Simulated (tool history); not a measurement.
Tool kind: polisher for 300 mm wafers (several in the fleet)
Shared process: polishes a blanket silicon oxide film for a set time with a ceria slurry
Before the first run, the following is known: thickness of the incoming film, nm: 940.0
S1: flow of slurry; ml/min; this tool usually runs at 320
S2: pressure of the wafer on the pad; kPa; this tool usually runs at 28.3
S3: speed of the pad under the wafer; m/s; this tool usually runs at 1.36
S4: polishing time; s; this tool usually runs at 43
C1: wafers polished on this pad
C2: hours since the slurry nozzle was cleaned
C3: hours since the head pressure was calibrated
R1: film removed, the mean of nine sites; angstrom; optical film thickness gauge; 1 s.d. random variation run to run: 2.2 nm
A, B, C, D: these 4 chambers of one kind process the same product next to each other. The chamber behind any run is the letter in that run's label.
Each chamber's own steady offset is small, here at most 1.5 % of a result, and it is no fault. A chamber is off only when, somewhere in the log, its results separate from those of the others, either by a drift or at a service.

run	day	S1	S2	S3	S4	C1	C2	C3	R1
1C	0.138	320	28.3	1.36	43	602	157	968.6	3301
2A	0.225	320	28.3	1.36	43	112	200.1	864.4	3341.1
3B	0.338	320	28.3	1.36	43	1373	368.3	908.8	3261.8
4D	0.454	320	28.3	1.36	43	718	196.1	250.4	3297.3
5C	0.571	320	28.3	1.36	43	678	167.4	979	3306.6
6A	0.704	320	28.3	1.36	43	195	211.6	875.9	3360.4
7B	0.829	320	28.3	1.36	43	1458	380.1	920.6	3282.7
8D	0.988	320	20	1.36	43	811	208.9	263.2	2332
# day 1.021: chamber B: worn pad replaced by a new one
9D	1.079	320	20	1.36	43	827	211.1	265.4	2332.5
10A	1.2	320	20	1.36	43	281	223.5	887.8	2381.1
11B	1.362	320	20	1.36	43	59	392.9	933.4	2287.7
12C	1.525	320	28.3	1.36	43	843	190.3	1001.9	3293.5
13A	1.625	235	28.3	1.36	43	355	233.7	898	3241.6
14C	1.808	235	28.3	1.36	43	893	197.1	1008.7	3217.8
# day 1.817: chamber C: worn pad replaced by a new one
15D	1.975	235	28.3	1.36	43	983	232.6	286.9	3225.7
16B	2.071	235	28.3	1.36	43	182	409.9	950.4	3173.1
17C	2.25	320	28.3	1.36	43	75	207.7	1019.3	3283.9
18A	2.342	265	24.1	1.36	43	480	250.9	915.2	2798.8
# day 2.475: chamber A: head pressure recalibrated
19D	2.488	265	24.1	1.36	43	1072	244.9	299.2	2746.5
# day 2.529: chamber D: worn pad replaced by a new one
# day 2.554: chamber A: slurry nozzle cleaned
20B	2.588	265	24.1	1.36	43	272	422.3	962.8	2726.6
21A	2.754	265	24.1	1.36	43	551	4.9	6.7	2970.2
22B	2.917	320	20	1.82	43	329	430.2	970.7	3069.9
23C	3.058	320	20	1.82	43	216	227.1	1038.7	3095.8
24D	3.146	320	20	1.82	43	107	260.7	315	3096.3
25C	3.304	320	20	1.82	43	259	233	1044.6	3135.4
# day 3.433: chamber B: head pressure recalibrated
26B	3.446	320	28.3	1.36	43	421	442.9	0.3	3268.1
27D	3.558	320	28.3	1	35	178	270.6	324.9	1987.8
28A	3.733	320	28.3	1	35	722	28.4	30.2	2114.3
29C	3.838	320	28.3	1	35	351	245.8	1057.4	2011.3
30D	3.958	320	28.3	1	35	248	280.2	334.5	1978
31A	4.054	320	28.3	1.36	43	778	36.1	37.9	3553.1
# day 4.212: chamber D: slurry nozzle cleaned
32B	4.238	320	28.3	1.36	43	559	461.9	19.3	3241.1
33A	4.379	320	28.3	1.36	43	834	43.9	45.7	3508.4
34B	4.488	320	28.3	1.36	43	603	467.9	25.3	3255.7
# day 4.562: chamber A: worn pad replaced by a new one
35D	4.596	320	28.3	1.36	43	359	9.2	349.8	3324.3
36C	4.738	320	28.3	1.36	43	508	267.4	1079	3314.5
37D	4.829	320	28.3	1.36	43	399	14.8	355.4	3320.3
38C	4.967	320	28.3	1.36	43	548	272.9	1084.5	3346.2
39B	5.058	320	28.3	1.36	43	702	481.6	39	3306.6
40A	5.192	320	28.3	1.36	43	109	63.4	65.2	3531.8
41C	5.379	320	28.3	1.36	43	619	282.8	1094.4	3307.1

Has any chamber moved away from the others, gradually or after a service, or does the common gauge drift, or do the chambers differ only by their own small steady offsets? State the chamber and the most likely cause if one applies.

A service on chamber A put it out of line with the rest.
What lies behind it: head's pressure above its setpoint, % = 6.09.

Here are 4 candidates for chamber A's next run, each the usual settings with a change, their results left as question marks. Which one brings its results back in line with what the others give on the usual settings?
Allowed miss from the other chambers' usual-settings mean, per result, to count as in line: R1 75 angstrom
42A-1	5.512	320	28.3	1.36	44				?
42A-2	5.512	320	28.3	1.32	43				?
42A-3	5.512	320	27.6	1.32	42				?
42A-4	5.512	320	29	1.4	44				?

Usual-settings mean across the other chambers: R1 3297.6 angstrom
run	R1
42A-1	3631.1
42A-2	3445.7
42A-3	3283.8
42A-4	3827
It is 42A-3 that realigns the chamber with its peers.
